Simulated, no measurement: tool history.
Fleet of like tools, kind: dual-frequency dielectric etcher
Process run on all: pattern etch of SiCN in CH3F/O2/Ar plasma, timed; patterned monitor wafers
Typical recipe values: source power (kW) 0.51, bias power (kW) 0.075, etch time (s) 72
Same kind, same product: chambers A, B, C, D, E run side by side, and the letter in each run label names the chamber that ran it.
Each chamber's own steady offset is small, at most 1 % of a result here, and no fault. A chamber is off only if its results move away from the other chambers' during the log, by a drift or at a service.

run	hour	source power (kW)	bias power (kW)	etch time (s)	read-back reference wafer on the same gauge, depth_nm	mean etch depth across the wafer (nm)
1B	7.6	0.51	0.075	72	28.814	30.029
2E	15.3	0.51	0.075	72	28.8	30.028
3D	21.6	0.51	0.075	72	28.805	30.159
4C	26.5	0.51	0.075	72	28.815	29.863
5A	34.9	0.58	0.086	72	28.789	32.94
6E	43.8	0.58	0.086	72	28.793	33.097
7D	48.6	0.58	0.086	72	28.785	33.074
8A	54	0.58	0.086	72	28.8	33.022
9C	61.4	0.58	0.086	72	28.81	32.738
10B	68	0.51	0.075	72	28.806	30.156
11B	72.2	0.51	0.075	72	28.809	30.049
12D	76.4	0.51	0.063	72	28.804	28.322
13C	81.2	0.51	0.063	72	28.786	28.277
14E	89.6	0.51	0.063	72	28.781	28.25
15A	96.5	0.51	0.063	72	28.787	28.046
16B	105.8	0.51	0.063	72	28.795	28.398
17D	110.1	0.51	0.075	72	28.796	30.007
18A	117.1	0.51	0.075	72	28.819	29.788
# hour 120.9: chamber A: wet clean of the chamber
19E	123.7	0.51	0.075	72	28.811	30.125
20C	132.8	0.51	0.075	72	28.802	29.837
21B	138.1	0.51	0.075	72	28.801	30.023
22D	143.2	0.51	0.075	72	28.784	30.06
23E	147.5	0.51	0.075	72	28.795	30.108
24C	153.5	0.51	0.075	72	28.805	29.884
25A	160.1	0.51	0.075	72	28.806	29.825
26D	168.4	0.51	0.075	72	28.779	30.04
27A	177.5	0.51	0.075	72	28.808	29.886
28E	185.5	0.51	0.075	72	28.798	30.139
29C	191.4	0.51	0.075	72	28.8	29.828
30B	200.4	0.51	0.075	72	28.802	30.15
31B	205.8	0.51	0.075	72	28.798	30.207
32C	210.6	0.61	0.075	53.5	28.791	23.674
33A	218	0.61	0.075	53.5	28.802	23.772
34D	224.9	0.61	0.075	53.5	28.801	23.971
35E	234	0.61	0.075	53.5	28.803	23.939
36C	241.2	0.61	0.075	53.5	28.799	23.683
37B	246.5	0.51	0.075	72	28.783	30.17

For the next run the whole fleet of 5 chambers uses the same settings. Give each chamber's results:
38A	253.4	0.51	0.075	80		?
38B	253.4	0.51	0.075	80		?
38C	253.4	0.51	0.075	80		?
38D	253.4	0.51	0.075	80		?
38E	253.4	0.51	0.075	80		?

run	mean etch depth across the wafer (nm)
38A	33.036
38B	33.298
38C	33.185
38D	33.374
38E	33.365
